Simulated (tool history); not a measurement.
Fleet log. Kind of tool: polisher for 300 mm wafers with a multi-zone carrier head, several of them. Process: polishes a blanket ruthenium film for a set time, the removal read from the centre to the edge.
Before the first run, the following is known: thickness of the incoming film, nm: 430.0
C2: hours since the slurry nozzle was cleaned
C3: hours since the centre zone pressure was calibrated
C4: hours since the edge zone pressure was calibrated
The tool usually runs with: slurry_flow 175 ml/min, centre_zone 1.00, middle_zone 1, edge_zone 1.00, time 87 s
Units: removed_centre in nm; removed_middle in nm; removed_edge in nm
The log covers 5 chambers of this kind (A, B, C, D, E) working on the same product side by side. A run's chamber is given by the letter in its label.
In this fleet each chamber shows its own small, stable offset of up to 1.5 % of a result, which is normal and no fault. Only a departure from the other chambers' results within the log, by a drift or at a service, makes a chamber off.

At day 0.254: chamber E: worn pad replaced by a new one.
Run 1A, day 0.617: usual settings; wafers polished on this pad 708; C2 766.0; C3 545.3; C4 284.3. Result: removed_centre 63.293 nm, removed_middle 63.078 nm, removed_edge 63.283 nm.
At day 0.658: chamber C: worn pad replaced by a new one.
Run 2C, day 1.104: usual settings; wafers polished on this pad 134; C2 400.1; C3 467.4; C4 234.7. Result: removed_centre 64.448 nm, removed_middle 64.252 nm, removed_edge 62.765 nm.
At day 1.329: chamber E: slurry nozzle cleaned.
Run 3B, day 1.654: usual settings; wafers polished on this pad 892; C2 300.2; C3 597.2; C4 628.4. Result: removed_centre 63.265 nm, removed_middle 64.236 nm, removed_edge 63.010 nm.
At day 1.696: chamber A: slurry nozzle cleaned.
At day 1.750: chamber B: worn pad replaced by a new one.
At day 1.908: chamber C: centre zone pressure recalibrated.
Run 4E, day 2.062: usual settings; wafers polished on this pad 544; C2 17.6; C3 279.6; C4 532.0. Result: removed_centre 62.869 nm, removed_middle 64.621 nm, removed_edge 63.143 nm.
At day 2.246: chamber D: worn pad replaced by a new one.
Run 5D, day 2.400: usual settings; wafers polished on this pad 46; C2 193.7; C3 59.5; C4 919.5. Result: removed_centre 63.142 nm, removed_middle 62.770 nm, removed_edge 62.315 nm.
Run 6B, day 2.846: usual settings but slurry_flow 205 ml/min; wafers polished on this pad 329; C2 328.8; C3 625.8; C4 657.0. Result: removed_centre 65.954 nm, removed_middle 65.641 nm, removed_edge 66.015 nm.
At day 3.042: chamber A: worn pad replaced by a new one.
Run 7D, day 3.204: usual settings but slurry_flow 205 ml/min; wafers polished on this pad 288; C2 213.0; C3 78.8; C4 938.8. Result: removed_centre 63.939 nm, removed_middle 63.680 nm, removed_edge 65.884 nm.
At day 3.375: chamber C: worn pad replaced by a new one.
Run 8E, day 3.708: usual settings but slurry_flow 205 ml/min; wafers polished on this pad 1038; C2 57.1; C3 319.1; C4 571.5. Result: removed_centre 66.658 nm, removed_middle 65.961 nm, removed_edge 63.153 nm.
Run 9C, day 4.017: usual settings but slurry_flow 205 ml/min; wafers polished on this pad 193; C2 470.0; C3 50.6; C4 304.6. Result: removed_centre 65.488 nm, removed_middle 64.541 nm, removed_edge 64.489 nm.
Run 10A, day 4.317: usual settings but slurry_flow 205 ml/min; wafers polished on this pad 383; C2 63.0; C3 634.1; C4 373.1. Result: removed_centre 65.852 nm, removed_middle 65.749 nm, removed_edge 63.718 nm.
At day 4.325: chamber B: worn pad replaced by a new one.
Run 11C, day 4.608: usual settings; wafers polished on this pad 371; C2 484.2; C3 64.8; C4 318.8. Result: removed_centre 62.921 nm, removed_middle 63.769 nm, removed_edge 62.680 nm.
At day 4.667: chamber E: worn pad replaced by a new one.
At day 4.688: chamber E: centre zone pressure recalibrated.
Run 12B, day 4.975: usual settings but edge_zone 0.90; wafers polished on this pad 196; C2 379.9; C3 676.9; C4 708.1. Result: removed_centre 63.439 nm, removed_middle 64.043 nm, removed_edge 60.677 nm.
At day 4.988: chamber D: worn pad replaced by a new one.
Run 13E, day 5.479: usual settings but edge_zone 0.90; wafers polished on this pad 244; C2 99.6; C3 19.0; C4 614.0. Result: removed_centre 64.330 nm, removed_middle 65.092 nm, removed_edge 60.380 nm.
Run 14A, day 5.896: usual settings but edge_zone 0.90; wafers polished on this pad 857; C2 100.9; C3 672.0; C4 411.0. Result: removed_centre 63.234 nm, removed_middle 63.944 nm, removed_edge 59.189 nm.
Run 15D, day 6.246: usual settings but edge_zone 0.90; wafers polished on this pad 379; C2 286.0; C3 151.8; C4 1011.8. Result: removed_centre 61.271 nm, removed_middle 63.016 nm, removed_edge 59.867 nm.
At day 6.471: chamber C: worn pad replaced by a new one.
Run 16A, day 6.604: usual settings but edge_zone 0.90; wafers polished on this pad 1070; C2 117.9; C3 689.0; C4 428.0. Result: removed_centre 63.197 nm, removed_middle 62.753 nm, removed_edge 58.573 nm.
Run 17B, day 6.883: usual settings; wafers polished on this pad 769; C2 425.7; C3 722.7; C4 753.9. Result: removed_centre 62.380 nm, removed_middle 63.675 nm, removed_edge 62.275 nm.
At day 7.038: chamber B: worn pad replaced by a new one.
At day 7.383: chamber A: worn pad replaced by a new one.
Run 18D, day 7.392: usual settings but edge_zone 1.11; wafers polished on this pad 723; C2 313.5; C3 179.3; C4 1039.3. Result: removed_centre 61.616 nm, removed_middle 62.448 nm, removed_edge 66.040 nm.
Run 19C, day 7.662: usual settings but edge_zone 1.11; wafers polished on this pad 358; C2 557.5; C3 138.1; C4 392.1. Result: removed_centre 64.636 nm, removed_middle 63.644 nm, removed_edge 65.551 nm.
Run 20E, day 8.021: usual settings but edge_zone 1.11; wafers polished on this pad 1007; C2 160.6; C3 80.0; C4 675.0. Result: removed_centre 63.907 nm, removed_middle 63.547 nm, removed_edge 67.011 nm.
At day 8.033: chamber D: worn pad replaced by a new one.
Run 21A, day 8.321: usual settings but edge_zone 1.11; wafers polished on this pad 282; C2 159.1; C3 730.2; C4 469.2. Result: removed_centre 63.221 nm, removed_middle 62.906 nm, removed_edge 66.746 nm.
Run 22B, day 8.875: usual settings but edge_zone 1.11; wafers polished on this pad 553; C2 473.5; C3 770.5; C4 801.7. Result: removed_centre 63.856 nm, removed_middle 64.214 nm, removed_edge 67.330 nm.
Run 23E, day 9.233: usual settings; wafers polished on this pad 1372; C2 189.7; C3 109.1; C4 704.1. Result: removed_centre 64.752 nm, removed_middle 63.734 nm, removed_edge 61.639 nm.
At day 9.292: chamber E: worn pad replaced by a new one.
At day 9.492: chamber C: worn pad replaced by a new one.
Run 24C, day 9.646: usual settings; wafers polished on this pad 46; C2 605.1; C3 185.7; C4 439.7. Result: removed_centre 63.132 nm, removed_middle 63.595 nm, removed_edge 63.416 nm.
At day 9.712: chamber B: worn pad replaced by a new one.
Run 25D, day 9.958: usual settings; wafers polished on this pad 578; C2 375.1; C3 240.9; C4 1100.9. Result: removed_centre 60.253 nm, removed_middle 61.203 nm, removed_edge 60.729 nm.
Run 26B, day 10.458: usual settings; wafers polished on this pad 224; C2 511.5; C3 808.5; C4 839.7. Result: removed_centre 64.755 nm, removed_middle 63.472 nm, removed_edge 63.949 nm.
At day 10.604: chamber A: centre zone pressure recalibrated.
Run 27A, day 10.817: usual settings; wafers polished on this pad 1032; C2 219.0; C3 5.1; C4 529.1. Result: removed_centre 63.977 nm, removed_middle 62.368 nm, removed_edge 62.981 nm.
At day 11.012: chamber D: worn pad replaced by a new one.
At day 11.250: chamber C: edge zone pressure recalibrated.
Run 28E, day 11.329: usual settings; wafers polished on this pad 613; C2 240.0; C3 159.4; C4 754.4. Result: removed_centre 63.787 nm, removed_middle 64.862 nm, removed_edge 64.332 nm.
At day 11.725: chamber A: worn pad replaced by a new one.
Run 29D, day 11.908: usual settings; wafers polished on this pad 269; C2 421.9; C3 287.7; C4 1147.7. Result: removed_centre 58.932 nm, removed_middle 60.903 nm, removed_edge 60.976 nm.
At day 11.967: chamber C: slurry nozzle cleaned.
Run 30C, day 12.221: usual settings; wafers polished on this pad 820; C2 6.2; C3 247.5; C4 23.4. Result: removed_centre 62.797 nm, removed_middle 64.110 nm, removed_edge 63.685 nm.
Run 31A, day 12.512: usual settings; wafers polished on this pad 237; C2 259.7; C3 45.8; C4 569.8. Result: removed_centre 63.967 nm, removed_middle 62.157 nm, removed_edge 63.212 nm.
At day 12.542: chamber C: worn pad replaced by a new one.
Run 32C, day 12.842: usual settings but centre_zone 0.92; wafers polished on this pad 90; C2 21.1; C3 262.4; C4 38.3. Result: removed_centre 57.414 nm, removed_middle 62.921 nm, removed_edge 62.315 nm.
At day 12.967: chamber E: slurry nozzle cleaned.
At day 13.012: chamber B: worn pad replaced by a new one.
At day 13.054: chamber B: centre zone pressure recalibrated.
Run 33E, day 13.333: usual settings but centre_zone 0.92; wafers polished on this pad 1215; C2 8.8; C3 207.5; C4 802.5. Result: removed_centre 58.236 nm, removed_middle 62.637 nm, removed_edge 63.816 nm.
At day 13.654: chamber D: worn pad replaced by a new one.
Run 34B, day 13.867: usual settings but centre_zone 0.92; wafers polished on this pad 257; C2 593.3; C3 19.6; C4 921.5. Result: removed_centre 58.711 nm, removed_middle 64.375 nm, removed_edge 61.910 nm.
Run 35D, day 14.400: usual settings but centre_zone 0.92; wafers polished on this pad 224; C2 481.7; C3 347.5; C4 1207.5. Result: removed_centre 53.305 nm, removed_middle 59.132 nm, removed_edge 59.907 nm.
Run 36D, day 14.867: usual settings but centre_zone 0.92; wafers polished on this pad 364; C2 492.9; C3 358.7; C4 1218.7. Result: removed_centre 52.400 nm, removed_middle 58.451 nm, removed_edge 59.351 nm.

What goes on in this fleet: one chamber off, a drifting gauge, or nothing beyond the chambers' own small offsets? Name the chamber and the cause, if any.

It is chamber D that slowly wanders off from its peers.
Cause: slurry flow missing at the pad, % = 30.9.

Here are 4 candidates for chamber D's next run, each the usual settings with a change, their results left as question marks. Which one brings its results back in line with what the others give on the usual settings?
In line means no further than this from the other chambers' mean on the usual settings: removed_centre 2.900 nm; removed_middle 2.100 nm; removed_edge 2.600 nm
Run 37D-1, day 15.308: usual settings but slurry_flow 160 ml/min, centre_zone 0.96, middle_zone 0.96, edge_zone 1.04, time 79 s. Result: removed_centre ?, removed_middle ?, removed_edge ?.
Run 37D-2, day 15.308: usual settings but slurry_flow 190 ml/min, centre_zone 1.04, middle_zone 1.04, edge_zone 0.96, time 95 s. Result: removed_centre ?, removed_middle ?, removed_edge ?.
Run 37D-3, day 15.308: usual settings but slurry_flow 185 ml/min, centre_zone 1.03, middle_zone 1.02, edge_zone 0.98, time 92 s. Result: removed_centre ?, removed_middle ?, removed_edge ?.
Run 37D-4, day 15.308: usual settings but slurry_flow 165 ml/min, centre_zone 0.97, middle_zone 0.98, edge_zone 1.02, time 82 s. Result: removed_centre ?, removed_middle ?, removed_edge ?.

Other chambers, usual settings, mean: removed_centre 63.323 nm; removed_middle 63.618 nm; removed_edge 63.067 nm
  run  removed_centre  removed_middle  removed_edge
37D-1          48.661          50.299        55.211
37D-2          67.034          67.800        65.392
37D-3          63.790          64.113        63.765
37D-4          51.560          53.625        57.003
The answer is 37D-3, which returns the chamber to within the allowed miss of the others.
